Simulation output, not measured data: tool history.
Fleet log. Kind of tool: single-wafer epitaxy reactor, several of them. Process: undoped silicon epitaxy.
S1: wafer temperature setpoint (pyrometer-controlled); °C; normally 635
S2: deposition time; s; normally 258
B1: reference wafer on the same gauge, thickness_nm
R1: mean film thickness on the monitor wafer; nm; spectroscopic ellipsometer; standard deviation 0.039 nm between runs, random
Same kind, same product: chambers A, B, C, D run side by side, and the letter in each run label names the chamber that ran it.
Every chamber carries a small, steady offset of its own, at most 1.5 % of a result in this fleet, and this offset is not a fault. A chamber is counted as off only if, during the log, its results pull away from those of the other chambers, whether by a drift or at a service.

run 1A day=0.333 | S1=635 S2=258 | B1=26.396 | R1=31.012
run 2D day=0.675 | S1=635 S2=258 | B1=26.402 | R1=31.424
run 3B day=1.158 | S1=635 S2=258 | B1=26.411 | R1=31.199
run 4C day=1.696 | S1=635 S2=258 | B1=26.408 | R1=30.676
run 5B day=2.142 | S1=635 S2=258 | B1=26.405 | R1=31.183
run 6A day=2.496 | S1=635 S2=258 | B1=26.421 | R1=31.085
run 7D day=2.946 | S1=635 S2=258 | B1=26.425 | R1=31.376
run 8C day=3.354 | S1=635 S2=258 | B1=26.418 | R1=30.705
run 9C day=3.817 | S1=635 S2=258 | B1=26.426 | R1=30.659
run 10A day=4.371 | S1=635 S2=258 | B1=26.43 | R1=31.015
run 11B day=4.838 | S1=635 S2=258 | B1=26.441 | R1=31.19
run 12D day=5.154 | S1=635 S2=258 | B1=26.433 | R1=31.439
run 13B day=5.704 | S1=623 S2=216 | B1=26.441 | R1=19.92
run 14A day=6.033 | S1=623 S2=216 | B1=26.446 | R1=19.912
run 15C day=6.346 | S1=623 S2=216 | B1=26.449 | R1=19.616
run 16D day=6.925 | S1=623 S2=216 | B1=26.447 | R1=20.013
run 17D day=7.225 | S1=635 S2=258 | B1=26.457 | R1=31.537
run 18C day=7.733 | S1=635 S2=258 | B1=26.462 | R1=30.67
run 19B day=8.125 | S1=635 S2=258 | B1=26.463 | R1=31.206
run 20A day=8.633 | S1=635 S2=258 | B1=26.458 | R1=31.158
run 21D day=9.121 | S1=635 S2=258 | B1=26.46 | R1=31.446
run 22B day=9.525 | S1=635 S2=258 | B1=26.465 | R1=31.197
run 23C day=9.879 | S1=635 S2=258 | B1=26.471 | R1=30.735
run 24A day=10.304 | S1=635 S2=258 | B1=26.474 | R1=31.162
run 25B day=10.712 | S1=635 S2=258 | B1=26.478 | R1=31.24
run 26D day=10.967 | S1=635 S2=258 | B1=26.475 | R1=31.478
run 27C day=11.388 | S1=635 S2=258 | B1=26.486 | R1=30.746
run 28A day=11.892 | S1=635 S2=258 | B1=26.491 | R1=31.16
run 29B day=12.288 | S1=635 S2=258 | B1=26.493 | R1=31.276
run 30A day=12.733 | S1=635 S2=258 | B1=26.484 | R1=31.158
run 31C day=13.104 | S1=635 S2=258 | B1=26.485 | R1=30.78
run 32D day=13.617 | S1=622 S2=282 | B1=26.504 | R1=25.626
run 33B day=14.058 | S1=622 S2=282 | B1=26.498 | R1=25.455
run 34D day=14.358 | S1=622 S2=282 | B1=26.503 | R1=25.589
run 35A day=14.846 | S1=622 S2=282 | B1=26.504 | R1=25.481
run 36C day=15.258 | S1=629 S2=275 | B1=26.511 | R1=28.673
run 37A day=15.762 | S1=629 S2=275 | B1=26.514 | R1=29.071
run 38D day=16.258 | S1=629 S2=275 | B1=26.511 | R1=29.363
run 39C day=16.542 | S1=629 S2=275 | B1=26.521 | R1=28.684
run 40B day=16.95 | S1=626 S2=292 | B1=26.526 | R1=28.9
run 41C day=17.346 | S1=626 S2=292 | B1=26.521 | R1=28.481
run 42A day=17.679 | S1=626 S2=292 | B1=26.529 | R1=28.863
run 43B day=18.129 | S1=626 S2=292 | B1=26.533 | R1=28.905
run 44D day=18.508 | S1=635 S2=258 | B1=26.534 | R1=31.464

One chamber off, gauge drift, or nothing amiss beyond the chambers' own small offsets? If it is a chamber, which one, and what is the likeliest cause?

No chamber is off; the gauge reading every chamber's wafers drifts, which makes the whole fleet appear to move together.
Likeliest cause: gauge reads high (%) = 0.51.
